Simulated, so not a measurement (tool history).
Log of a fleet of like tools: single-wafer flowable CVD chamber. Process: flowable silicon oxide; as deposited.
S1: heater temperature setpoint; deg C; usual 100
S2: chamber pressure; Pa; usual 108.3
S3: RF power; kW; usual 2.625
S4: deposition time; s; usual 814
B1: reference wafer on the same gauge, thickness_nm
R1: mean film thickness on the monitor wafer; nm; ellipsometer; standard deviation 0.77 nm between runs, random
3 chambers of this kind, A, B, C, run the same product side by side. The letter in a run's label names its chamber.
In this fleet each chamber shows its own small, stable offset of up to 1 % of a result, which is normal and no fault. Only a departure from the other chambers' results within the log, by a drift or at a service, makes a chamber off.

run,hour,S1,S2,S3,S4,B1,R1
1C,10,100,108.3,2.625,814,423.01,525.81
2A,25.6,100,108.3,2.625,814,422.9,526.42
3B,38.6,100,108.3,2.625,814,422.73,531.61
4C,47.1,100,108.3,2.625,814,422.83,525.42
5B,61,100,108.3,2.625,814,422.67,530.04
6A,76.7,100,108.3,2.625,814,422.35,527.33
7B,84.3,100,108.3,2.625,814,422.42,528.94
8A,93.7,100,108.3,2.625,814,422.74,527.48
9C,107,100,108.3,2.625,814,422.44,524.74
10B,114.9,87,108.3,2.84,814,422.29,817.53
11A,124,87,108.3,2.84,814,422.43,809.6
12C,132.9,87,108.3,2.84,814,422.26,799.6
13B,143.6,100,108.3,2.625,814,422.3,528.94
14C,153.9,100,108.3,2.625,814,422.2,523.81
15A,165.3,100,108.3,2.625,814,422.3,525.44
16B,175,100,108.3,2.625,814,422.16,530.75
17A,187.9,100,108.3,2.625,814,422.07,525.51
18C,202.4,100,108.3,2.625,814,421.93,523.68
# hour 208.2: chamber A: thermocouple changed; heater temperature recalibrated
19B,210,100,108.3,2.625,814,422.05,530
20C,218.9,100,90.4,2.625,814,421.99,411.66
21A,234.6,100,90.4,2.625,814,421.74,409.92
22C,246.7,100,90.4,2.625,814,421.81,412.45
23B,262.7,100,108.3,2.625,814,421.68,529.26
24A,272.9,100,108.3,2.625,814,421.62,526.06
25C,281.4,100,108.3,2.625,814,421.67,524.88
26A,292.5,100,108.3,2.625,814,421.61,526.18
27B,300.2,100,108.3,2.625,814,421.32,530.67
28B,311.5,100,108.3,2.625,814,421.36,528.01
29A,319.8,100,127.1,2.625,814,421.41,643.43
30C,335.2,100,127.1,2.625,814,421.26,638.4
31B,347.4,100,127.1,2.625,814,421.26,646.54
32C,357.9,100,108.3,2.625,814,421.25,522.85
33A,369.8,100,108.3,2.625,814,421.15,524.7
34A,382,100,108.3,2.625,814,421.15,524.57
35C,393,100,108.3,2.625,814,421.06,523.52
36B,403.4,100,108.3,2.625,814,420.94,529.49
37C,419.5,100,108.3,2.625,814,420.81,523.33
# hour 419.6: chamber C: capacitance manometer re-zeroed and calibrated
# hour 421.7: chamber A: capacitance manometer re-zeroed and calibrated
38A,433.2,100,108.3,2.625,814,420.87,526.25
39B,447.5,100,108.3,2.625,814,420.91,527.93
40B,456.1,100,108.3,2.625,814,420.75,525.86
41A,464.5,100,108.3,3.045,920,420.74,601.85
42C,480,100,108.3,3.045,920,420.66,598.85
43A,493.4,100,108.3,3.045,920,420.57,599.79
44B,503.2,100,98.9,2.33,814,420.5,461.49

Read the log: is a single chamber off, either drifting away or since a service, is the gauge that measures every chamber drifting, or is nothing wrong beyond small per-chamber offsets? Name any odd chamber and what most likely caused it.

The shared gauge is drifting. All chambers look as if they move in step, but none is off.
Most likely cause: gauge reads low (%) = 0.595.
